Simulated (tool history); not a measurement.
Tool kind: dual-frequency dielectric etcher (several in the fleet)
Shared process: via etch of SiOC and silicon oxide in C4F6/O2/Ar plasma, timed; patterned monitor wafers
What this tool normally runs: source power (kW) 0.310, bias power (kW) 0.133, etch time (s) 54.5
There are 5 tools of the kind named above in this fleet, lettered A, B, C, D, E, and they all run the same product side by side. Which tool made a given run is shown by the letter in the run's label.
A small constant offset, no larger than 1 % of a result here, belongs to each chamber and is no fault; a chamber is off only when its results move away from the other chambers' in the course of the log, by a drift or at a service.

run   hour  source power (kW)  bias power (kW)  etch time (s)  read-back reference wafer on the same gauge, depth_nm  mean etch depth across the wafer (Å)
       7.1  -- chamber C: wet clean of the chamber
 1A   10.0              0.310            0.133           54.5                                                 54.145                                504.43
 2B   19.9              0.310            0.133           54.5                                                 54.164                                502.92
 3C   28.6              0.310            0.133           54.5                                                 54.138                                501.70
 4E   34.4              0.310            0.133           54.5                                                 54.177                                505.60
      35.6  -- chamber A: wet clean of the chamber
 5D   46.4              0.310            0.133           54.5                                                 54.243                                507.01
 6E   55.2              0.340            0.162           54.5                                                 54.197                                560.27
 7A   61.6              0.340            0.162           54.5                                                 54.209                                555.96
 8B   70.1              0.340            0.162           54.5                                                 54.182                                562.82
 9C   76.5              0.340            0.162           54.5                                                 54.244                                558.54
10D   85.2              0.340            0.162           54.5                                                 54.206                                556.37
11A   96.2              0.350            0.133           54.5                                                 54.149                                527.66
12B  104.7              0.350            0.133           54.5                                                 54.236                                534.73
     106.3  -- chamber D: wet clean of the chamber
13E  110.1              0.350            0.133           54.5                                                 54.204                                535.94
14D  122.3              0.350            0.133           54.5                                                 54.194                                526.42
15C  127.8              0.350            0.133           54.5                                                 54.219                                528.75
16D  135.7              0.310            0.133           54.5                                                 54.175                                509.94
17E  144.2              0.310            0.133           54.5                                                 54.264                                510.17
18A  150.2              0.310            0.133           54.5                                                 54.184                                505.59
19C  156.3              0.310            0.133           54.5                                                 54.134                                505.07
20B  166.9              0.310            0.133           54.5                                                 54.187                                506.69
21E  173.3              0.310            0.133           54.5                                                 54.242                                506.47
22C  182.6              0.310            0.133           54.5                                                 54.240                                506.70
23A  189.9              0.310            0.143           63.0                                                 54.186                                593.36
24D  199.2              0.310            0.143           63.0                                                 54.212                                595.14
25B  208.8              0.310            0.143           63.0                                                 54.238                                597.54
26E  216.8              0.310            0.143           63.0                                                 54.160                                600.33
27B  224.4              0.310            0.143           63.0                                                 54.202                                601.84
28D  235.5              0.310            0.133           54.5                                                 54.246                                502.39
29A  245.1              0.310            0.133           54.5                                                 54.214                                506.23
30C  251.4              0.310            0.133           54.5                                                 54.159                                499.71
31B  261.6              0.310            0.133           54.5                                                 54.205                                504.98
32E  271.0              0.310            0.133           54.5                                                 54.237                                506.21
33D  283.2              0.310            0.133           54.5                                                 54.239                                502.87
34A  291.7              0.310            0.133           54.5                                                 54.179                                506.77
35C  297.1              0.310            0.133           54.5                                                 54.217                                506.81
36A  304.3              0.310            0.133           54.5                                                 54.260                                503.84
37D  315.6              0.310            0.133           54.5                                                 54.206                                505.07
38B  326.2              0.350            0.133           43.5                                                 54.255                                422.79
39E  337.4              0.350            0.133           43.5                                                 54.176                                427.39
40C  347.7              0.350            0.133           43.5                                                 54.162                                421.16

One chamber off, gauge drift, or nothing amiss beyond the chambers' own small offsets? If it is a chamber, which one, and what is the likeliest cause?

All chambers stay in line apart from their small fixed offsets, and the gauge does not drift.
